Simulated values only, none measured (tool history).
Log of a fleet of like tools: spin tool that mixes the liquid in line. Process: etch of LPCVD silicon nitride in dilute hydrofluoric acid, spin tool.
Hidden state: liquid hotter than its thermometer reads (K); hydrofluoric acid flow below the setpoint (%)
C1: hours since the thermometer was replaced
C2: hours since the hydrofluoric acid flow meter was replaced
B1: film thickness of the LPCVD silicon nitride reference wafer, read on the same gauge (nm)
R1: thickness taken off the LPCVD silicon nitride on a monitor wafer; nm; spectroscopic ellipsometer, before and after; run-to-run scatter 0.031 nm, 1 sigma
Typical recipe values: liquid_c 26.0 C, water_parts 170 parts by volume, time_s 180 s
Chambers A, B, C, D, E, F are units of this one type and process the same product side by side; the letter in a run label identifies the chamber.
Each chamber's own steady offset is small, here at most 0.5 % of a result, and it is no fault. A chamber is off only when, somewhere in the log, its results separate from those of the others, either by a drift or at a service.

run 1F hour=4.1 | liquid_c=26.0 water_parts=170 time_s=180 | C1=879.0 C2=1215.7 | B1=30.018 | R1=0.45289
run 2B hour=7.8 | liquid_c=26.0 water_parts=170 time_s=180 | C1=417.8 C2=257.9 | B1=29.990 | R1=0.48742
run 3D hour=13.3 | liquid_c=26.0 water_parts=170 time_s=180 | C1=36.0 C2=444.3 | B1=30.033 | R1=0.52648
run 4C hour=19.2 | liquid_c=26.0 water_parts=170 time_s=180 | C1=1144.9 C2=442.3 | B1=29.970 | R1=0.48881
run 5A hour=23.2 | liquid_c=26.0 water_parts=170 time_s=180 | C1=129.1 C2=517.4 | B1=30.015 | R1=0.47704
run 6E hour=28.6 | liquid_c=26.0 water_parts=250 time_s=180 | C1=1326.5 C2=538.1 | B1=30.017 | R1=0.33394
-- hour=32.0 chamber F: thermometer replaced
run 7F hour=35.8 | liquid_c=26.0 water_parts=250 time_s=180 | C1=3.8 C2=1247.4 | B1=29.984 | R1=0.31368
run 8E hour=39.6 | liquid_c=26.0 water_parts=250 time_s=180 | C1=1337.5 C2=549.1 | B1=29.998 | R1=0.33324
run 9A hour=46.1 | liquid_c=26.0 water_parts=250 time_s=180 | C1=152.0 C2=540.3 | B1=29.989 | R1=0.35621
run 10C hour=52.0 | liquid_c=26.0 water_parts=250 time_s=180 | C1=1177.7 C2=475.1 | B1=30.016 | R1=0.36814
run 11D hour=59.5 | liquid_c=26.0 water_parts=250 time_s=180 | C1=82.2 C2=490.5 | B1=30.008 | R1=0.35632
run 12B hour=65.0 | liquid_c=26.0 water_parts=170 time_s=180 | C1=475.0 C2=315.1 | B1=29.990 | R1=0.50551
run 13A hour=73.0 | liquid_c=28.0 water_parts=170 time_s=180 | C1=178.9 C2=567.2 | B1=29.994 | R1=0.59645
run 14F hour=77.1 | liquid_c=28.0 water_parts=170 time_s=180 | C1=45.1 C2=1288.7 | B1=30.054 | R1=0.52676
run 15D hour=81.3 | liquid_c=28.0 water_parts=170 time_s=180 | C1=104.0 C2=512.3 | B1=30.014 | R1=0.52774
run 16E hour=89.0 | liquid_c=28.0 water_parts=170 time_s=180 | C1=1386.9 C2=598.5 | B1=30.008 | R1=0.54175
run 17C hour=93.2 | liquid_c=28.0 water_parts=170 time_s=180 | C1=1218.9 C2=516.3 | B1=29.988 | R1=0.56971
run 18B hour=100.5 | liquid_c=28.0 water_parts=170 time_s=180 | C1=510.5 C2=350.6 | B1=30.010 | R1=0.53958
run 19C hour=107.8 | liquid_c=26.0 water_parts=170 time_s=180 | C1=1233.5 C2=530.9 | B1=30.016 | R1=0.52461
run 20B hour=112.4 | liquid_c=26.0 water_parts=170 time_s=180 | C1=522.4 C2=362.5 | B1=30.036 | R1=0.52555
run 21F hour=116.1 | liquid_c=26.0 water_parts=170 time_s=180 | C1=84.1 C2=1327.7 | B1=29.999 | R1=0.50916
run 22D hour=124.2 | liquid_c=26.0 water_parts=170 time_s=180 | C1=146.9 C2=555.2 | B1=30.043 | R1=0.50635
-- hour=125.4 chamber E: thermometer replaced
run 23E hour=128.1 | liquid_c=26.0 water_parts=170 time_s=180 | C1=2.7 C2=637.6 | B1=29.977 | R1=0.55964
run 24A hour=134.5 | liquid_c=26.0 water_parts=130 time_s=180 | C1=240.4 C2=628.7 | B1=29.965 | R1=0.58255
run 25F hour=140.6 | liquid_c=26.0 water_parts=130 time_s=180 | C1=108.6 C2=1352.2 | B1=30.017 | R1=0.67025
run 26B hour=144.8 | liquid_c=26.0 water_parts=130 time_s=180 | C1=554.8 C2=394.9 | B1=30.025 | R1=0.61030
run 27A hour=151.4 | liquid_c=26.0 water_parts=130 time_s=180 | C1=257.3 C2=645.6 | B1=30.001 | R1=0.66266
-- hour=153.9 chamber D: hydrofluoric acid flow meter replaced
-- hour=155.7 chamber C: hydrofluoric acid flow meter replaced
run 28C hour=159.0 | liquid_c=26.0 water_parts=130 time_s=180 | C1=1284.7 C2=3.3 | B1=29.994 | R1=0.71392
run 29D hour=167.2 | liquid_c=26.0 water_parts=130 time_s=180 | C1=189.9 C2=13.4 | B1=29.992 | R1=0.63996
run 30E hour=173.1 | liquid_c=26.0 water_parts=170 time_s=180 | C1=47.7 C2=682.6 | B1=30.023 | R1=0.46412
run 31E hour=180.9 | liquid_c=26.0 water_parts=170 time_s=180 | C1=55.5 C2=690.4 | B1=29.933 | R1=0.48739
run 32C hour=188.5 | liquid_c=26.0 water_parts=170 time_s=180 | C1=1314.2 C2=32.8 | B1=30.011 | R1=0.53177
run 33A hour=196.8 | liquid_c=26.0 water_parts=170 time_s=180 | C1=302.7 C2=691.0 | B1=30.001 | R1=0.46332
run 34F hour=200.9 | liquid_c=26.0 water_parts=170 time_s=180 | C1=168.9 C2=1412.5 | B1=30.013 | R1=0.46247
run 35B hour=205.4 | liquid_c=26.0 water_parts=250 time_s=180 | C1=615.4 C2=455.5 | B1=29.951 | R1=0.32286
run 36D hour=210.9 | liquid_c=26.0 water_parts=250 time_s=180 | C1=233.6 C2=57.1 | B1=30.019 | R1=0.29679
run 37F hour=217.3 | liquid_c=26.0 water_parts=250 time_s=180 | C1=185.3 C2=1428.9 | B1=29.972 | R1=0.33929
run 38E hour=225.3 | liquid_c=26.0 water_parts=250 time_s=180 | C1=99.9 C2=734.8 | B1=29.998 | R1=0.36970
run 39A hour=231.5 | liquid_c=26.0 water_parts=250 time_s=180 | C1=337.4 C2=725.7 | B1=29.983 | R1=0.32545

The same settings go to every chamber for the next run, one line per chamber below. Forecast the results for each:
run 40A hour=237.4 | liquid_c=21.5 water_parts=170 time_s=180 | R1=?
run 40B hour=237.4 | liquid_c=21.5 water_parts=170 time_s=180 | R1=?
run 40C hour=237.4 | liquid_c=21.5 water_parts=170 time_s=180 | R1=?
run 40D hour=237.4 | liquid_c=21.5 water_parts=170 time_s=180 | R1=?
run 40E hour=237.4 | liquid_c=21.5 water_parts=170 time_s=180 | R1=?
run 40F hour=237.4 | liquid_c=21.5 water_parts=170 time_s=180 | R1=?

run=40A R1=0.35135
run=40B R1=0.35710
run=40C R1=0.42877
run=40D R1=0.36893
run=40E R1=0.39002
run=40F R1=0.32904
